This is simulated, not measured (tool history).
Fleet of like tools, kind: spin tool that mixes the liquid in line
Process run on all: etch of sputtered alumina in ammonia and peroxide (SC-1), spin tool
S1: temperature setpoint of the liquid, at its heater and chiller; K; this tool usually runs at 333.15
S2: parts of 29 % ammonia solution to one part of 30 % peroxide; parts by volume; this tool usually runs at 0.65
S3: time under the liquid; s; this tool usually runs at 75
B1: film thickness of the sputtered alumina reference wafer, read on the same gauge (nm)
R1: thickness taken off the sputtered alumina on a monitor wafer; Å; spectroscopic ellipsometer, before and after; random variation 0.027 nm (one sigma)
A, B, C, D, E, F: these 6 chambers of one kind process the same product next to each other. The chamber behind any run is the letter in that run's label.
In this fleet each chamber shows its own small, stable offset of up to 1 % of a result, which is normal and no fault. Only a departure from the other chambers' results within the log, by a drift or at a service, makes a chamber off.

| run | hour | S1 | S2 | S3 | B1 | R1 |
|---|---|---|---|---|---|---|
|  | 3.1 | chamber A: heated supply line repaired |
| 1D | 7.1 | 333.15 | 0.65 | 75 | 89.995 | 47.861 |
| 2C | 17.3 | 333.15 | 0.65 | 75 | 89.991 | 47.437 |
|  | 21.4 | chamber E: new drum of ammonia solution connected |
| 3B | 23.4 | 333.15 | 0.65 | 75 | 90.003 | 47.009 |
| 4E | 29.6 | 333.15 | 0.65 | 75 | 89.992 | 48.166 |
| 5A | 36.8 | 333.15 | 0.65 | 75 | 89.986 | 47.769 |
|  | 40.9 | chamber B: new drum of ammonia solution connected |
| 6F | 42.7 | 333.15 | 0.65 | 75 | 90.011 | 47.982 |
| 7C | 51.6 | 333.15 | 0.65 | 75 | 90.012 | 48.059 |
| 8A | 61.9 | 333.15 | 0.65 | 75 | 89.983 | 47.784 |
| 9F | 67.2 | 333.15 | 0.65 | 75 | 90.019 | 47.8 |
| 10B | 72.9 | 333.15 | 0.65 | 75 | 90.005 | 47.012 |
| 11E | 78.4 | 333.15 | 0.75 | 75 | 90.01 | 49.165 |
| 12D | 88.6 | 333.15 | 0.75 | 75 | 90.007 | 47.932 |
| 13D | 98.2 | 333.15 | 0.75 | 75 | 90.012 | 48.106 |
| 14C | 107 | 333.15 | 0.75 | 75 | 90.011 | 47.799 |
| 15F | 116.2 | 333.15 | 0.75 | 75 | 90.001 | 48.24 |
| 16E | 122.9 | 333.15 | 0.75 | 75 | 90.011 | 48.926 |
| 17B | 131.7 | 337.65 | 0.65 | 75 | 90.013 | 59.098 |
| 18A | 137.6 | 337.65 | 0.65 | 75 | 90.021 | 59.679 |
|  | 142.8 | chamber D: thermometer replaced |
| 19A | 143.5 | 337.65 | 0.65 | 75 | 90.007 | 60.477 |
| 20F | 149.7 | 337.65 | 0.65 | 75 | 90.003 | 60.367 |
| 21E | 156.5 | 337.65 | 0.65 | 75 | 90.005 | 60.638 |
| 22D | 165.9 | 337.65 | 0.65 | 75 | 89.985 | 58.818 |
|  | 166.9 | chamber C: thermometer replaced |
| 23C | 174.9 | 333.15 | 0.65 | 75 | 90.023 | 48.021 |
| 24B | 179.8 | 333.15 | 0.65 | 75 | 90.002 | 47.397 |
| 25A | 186.8 | 336.65 | 0.35 | 75 | 90.029 | 53.564 |
|  | 191.6 | chamber B: thermometer replaced |
|  | 191.6 | chamber F: new drum of ammonia solution connected |
| 26B | 196.9 | 336.65 | 0.35 | 75 | 89.987 | 53.539 |
| 27E | 202.3 | 336.65 | 0.35 | 75 | 90.002 | 54.553 |
| 28F | 209 | 336.65 | 0.35 | 75 | 89.98 | 53.854 |
| 29C | 215.1 | 336.65 | 0.35 | 75 | 89.991 | 53.315 |
| 30D | 222.6 | 336.65 | 0.35 | 75 | 89.996 | 52.443 |
| 31F | 232.1 | 333.15 | 0.65 | 75 | 90.01 | 48.142 |
| 32B | 241.6 | 333.15 | 0.65 | 75 | 90.011 | 47.652 |
| 33A | 246.5 | 333.15 | 0.65 | 75 | 90.012 | 48.207 |
| 34D | 253.5 | 333.15 | 0.65 | 75 | 89.981 | 46.324 |
|  | 254.5 | chamber E: new drum of ammonia solution connected |
| 35E | 259.1 | 333.15 | 0.65 | 75 | 89.998 | 48.158 |
| 36C | 268 | 333.15 | 0.65 | 75 | 90.005 | 47.655 |
| 37A | 273.7 | 333.15 | 0.65 | 75 | 90.005 | 47.748 |
| 38D | 279.3 | 333.15 | 0.65 | 75 | 89.989 | 45.79 |
|  | 288.1 | chamber B: new drum of ammonia solution connected |
| 39B | 289 | 333.15 | 0.65 | 75 | 89.992 | 47.802 |

Has any chamber moved away from the others, gradually or after a service, or does the common gauge drift, or do the chambers differ only by their own small steady offsets? State the chamber and the most likely cause if one applies.

It is chamber D that slowly wanders off from its peers.
Most likely cause: temperature lost on the way to the wafer (K) = 0.908.

Here are 4 candidates for chamber D's next run, each the usual settings with a change, their results left as question marks. Which one brings its results back in line with what the others give on the usual settings?
In-line tolerance around the mean of the other chambers on the usual settings: R1 0.94 Å
| 40D-1 | 296.7 | 333.15 | 0.7 | 75 |  | ? |
| 40D-2 | 296.7 | 334.15 | 0.65 | 75 |  | ? |
| 40D-3 | 296.7 | 333.15 | 0.6 | 75 |  | ? |
| 40D-4 | 296.7 | 332.15 | 0.65 | 75 |  | ? |

Average result of the remaining chambers running the usual settings: R1 47.817 Å
| run | R1 |
|---|---|
| 40D-1 | 45.855 |
| 40D-2 | 47.895 |
| 40D-3 | 45.2 |
| 40D-4 | 43.261 |
40D-2 brings the chamber back in line.

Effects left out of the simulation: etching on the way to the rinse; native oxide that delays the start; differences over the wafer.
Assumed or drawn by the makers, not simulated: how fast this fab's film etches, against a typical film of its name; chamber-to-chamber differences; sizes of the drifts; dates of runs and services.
